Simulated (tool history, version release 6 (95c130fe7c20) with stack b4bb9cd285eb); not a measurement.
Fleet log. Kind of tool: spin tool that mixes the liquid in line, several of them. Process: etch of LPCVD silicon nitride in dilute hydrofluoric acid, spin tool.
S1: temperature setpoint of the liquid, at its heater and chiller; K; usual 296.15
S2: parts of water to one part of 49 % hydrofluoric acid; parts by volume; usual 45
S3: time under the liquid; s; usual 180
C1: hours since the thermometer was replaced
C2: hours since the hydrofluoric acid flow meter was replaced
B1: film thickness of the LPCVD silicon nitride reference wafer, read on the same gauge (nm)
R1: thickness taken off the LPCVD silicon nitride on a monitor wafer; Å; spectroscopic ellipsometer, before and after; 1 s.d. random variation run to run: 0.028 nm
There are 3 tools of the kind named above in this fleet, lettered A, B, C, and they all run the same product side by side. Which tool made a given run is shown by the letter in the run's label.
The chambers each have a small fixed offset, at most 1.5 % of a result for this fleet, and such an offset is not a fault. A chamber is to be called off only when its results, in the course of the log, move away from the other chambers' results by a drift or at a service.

run	day	S1	S2	S3	C1	C2	B1	R1
1C	0.217	296.15	45	180	10	1467	80.025	17.813
2B	0.617	296.15	45	180	1747.4	353	79.966	19.148
3A	0.983	296.15	45	180	111.6	55.8	79.976	18.227
4C	1.354	296.15	45	180	37.3	1494.3	80.024	18.03
5B	1.692	296.15	45	180	1773.2	378.8	79.977	19.184
6A	1.908	296.15	45	180	133.8	78	80.058	18.673
7B	2.192	296.15	45	180	1785.2	390.8	79.95	18.268
8C	2.529	296.15	45	180	65.5	1522.5	80.008	18.488
9A	2.771	296.15	45	245	154.5	98.7	80.03	24.631
10C	3.096	296.15	45	245	79.1	1536.1	79.979	25.039
11A	3.417	296.15	45	245	170	114.2	79.973	24.7
12B	3.825	296.15	45	180	1824.4	430	79.977	17.894
13A	4.212	296.15	45	180	189.1	133.3	80.034	18.291
14B	4.588	296.15	45	180	1842.7	448.3	80.01	17.069
15C	4.796	296.15	45	180	119.9	1576.9	79.979	17.741
16A	5.008	299.65	45	95	208.2	152.4	80.022	12.01
17B	5.258	299.65	45	95	1858.8	464.4	79.964	11.356
18C	5.475	299.65	45	95	136.2	1593.2	80.012	12.193
19B	5.796	296.15	45	180	1871.7	477.3	80.011	16.351
20A	6.15	296.15	45	180	235.6	179.8	79.997	18.373
21C	6.35	296.15	45	180	157.2	1614.2	80.014	17.972
22C	6.571	298.15	45	180	162.5	1619.5	80.069	21.177
23B	6.975	298.15	45	180	1900	505.6	79.986	18.171
24A	7.271	298.15	45	180	262.5	206.7	80.003	20.921
25C	7.633	296.15	60	180	188	1645	79.961	13.43

The same settings go to every chamber for the next run, one line per chamber below. Forecast the results for each:
26A	7.95	299.15	45	180				?
26B	7.95	299.15	45	180				?
26C	7.95	299.15	45	180				?

run	R1
26A	22.351
26B	19.356
26C	22.564
